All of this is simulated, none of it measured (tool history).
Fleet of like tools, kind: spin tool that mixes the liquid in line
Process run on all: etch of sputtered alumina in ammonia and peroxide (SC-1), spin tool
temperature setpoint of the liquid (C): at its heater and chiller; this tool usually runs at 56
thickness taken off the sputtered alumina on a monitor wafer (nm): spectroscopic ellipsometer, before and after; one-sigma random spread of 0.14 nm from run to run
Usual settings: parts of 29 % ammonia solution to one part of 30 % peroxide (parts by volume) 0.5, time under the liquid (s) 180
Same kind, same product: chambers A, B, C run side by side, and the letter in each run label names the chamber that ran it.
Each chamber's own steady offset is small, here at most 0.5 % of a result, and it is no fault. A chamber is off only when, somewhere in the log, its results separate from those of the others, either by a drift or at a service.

run  hour  temperature setpoint of the liquid (C)  parts of 29 % ammonia solution to one part of 30 % peroxide (parts by volume)  time under the liquid (s)  read-back film thickness of the sputtered alumina reference wafer, read on the same gauge (nm)  thickness taken off the sputtered alumina on a monitor wafer (nm)
 1C   3.1                                      56                                                                            0.5                        180                                                                                          110.01                                                             16.052
 2B   5.4                                      56                                                                            0.5                        180                                                                                          109.98                                                             16.227
 3A   7.9                                      56                                                                            0.5                        180                                                                                          110.01                                                             16.377
 4A  12.3                                      56                                                                            0.5                        180                                                                                          109.98                                                             16.254
 5B  15.4                                      56                                                                            0.5                        180                                                                                             110                                                             16.154
 6C  19.4                                      56                                                                            0.5                        180                                                                                          110.01                                                             16.373
     21.9  -- chamber A: new drum of ammonia solution connected
 7A  22.4                                      56                                                                            0.5                        180                                                                                          109.99                                                             16.449
 8C  24.9                                      56                                                                           0.75                        285                                                                                          109.98                                                             26.781
 9B  27.4                                      56                                                                           0.75                        285                                                                                             110                                                             26.558
10C  30.1                                      56                                                                           0.75                        285                                                                                             110                                                             26.791
11A  33.9                                      56                                                                            0.5                        180                                                                                          109.97                                                             16.665
12B  35.9                                      56                                                                            0.4                        140                                                                                          109.97                                                              11.98
13B  38.8                                      56                                                                            0.4                        140                                                                                          109.99                                                             12.048
14A  42.1                                      56                                                                            0.4                        140                                                                                             110                                                             12.567
15C  45.3                                      56                                                                            0.5                        180                                                                                             110                                                             16.238
16C  48.9                                      56                                                                            0.5                        180                                                                                          109.99                                                             16.069
17B  51.6                                      56                                                                            0.5                        180                                                                                          109.99                                                             15.195
18A  53.9                                      56                                                                            0.5                        180                                                                                          109.98                                                             16.196
19B  56.1                                    59.5                                                                           0.25                        180                                                                                          110.02                                                             16.979
20C  59.1                                    59.5                                                                           0.25                        180                                                                                             110                                                             18.653
21A  63.5                                    59.5                                                                           0.25                        180                                                                                          110.01                                                             18.306
22B  66.1                                      56                                                                            0.5                        180                                                                                          110.01                                                             14.817
23A    69                                      56                                                                            0.5                        180                                                                                          110.01                                                             16.197
24C  71.7                                      56                                                                            0.5                        180                                                                                          110.01                                                             16.418

All chambers now run identical settings, listed one chamber a line with results as question marks. What results will each chamber show?
25A  74.9                                      56                                                                            0.4                        180                                                                                                                                                                  ?
25B  74.9                                      56                                                                            0.4                        180                                                                                                                                                                  ?
25C  74.9                                      56                                                                            0.4                        180                                                                                                                                                                  ?

run  thickness taken off the sputtered alumina on a monitor wafer (nm)
25A                                                             16.132
25B                                                              14.17
25C                                                             15.735
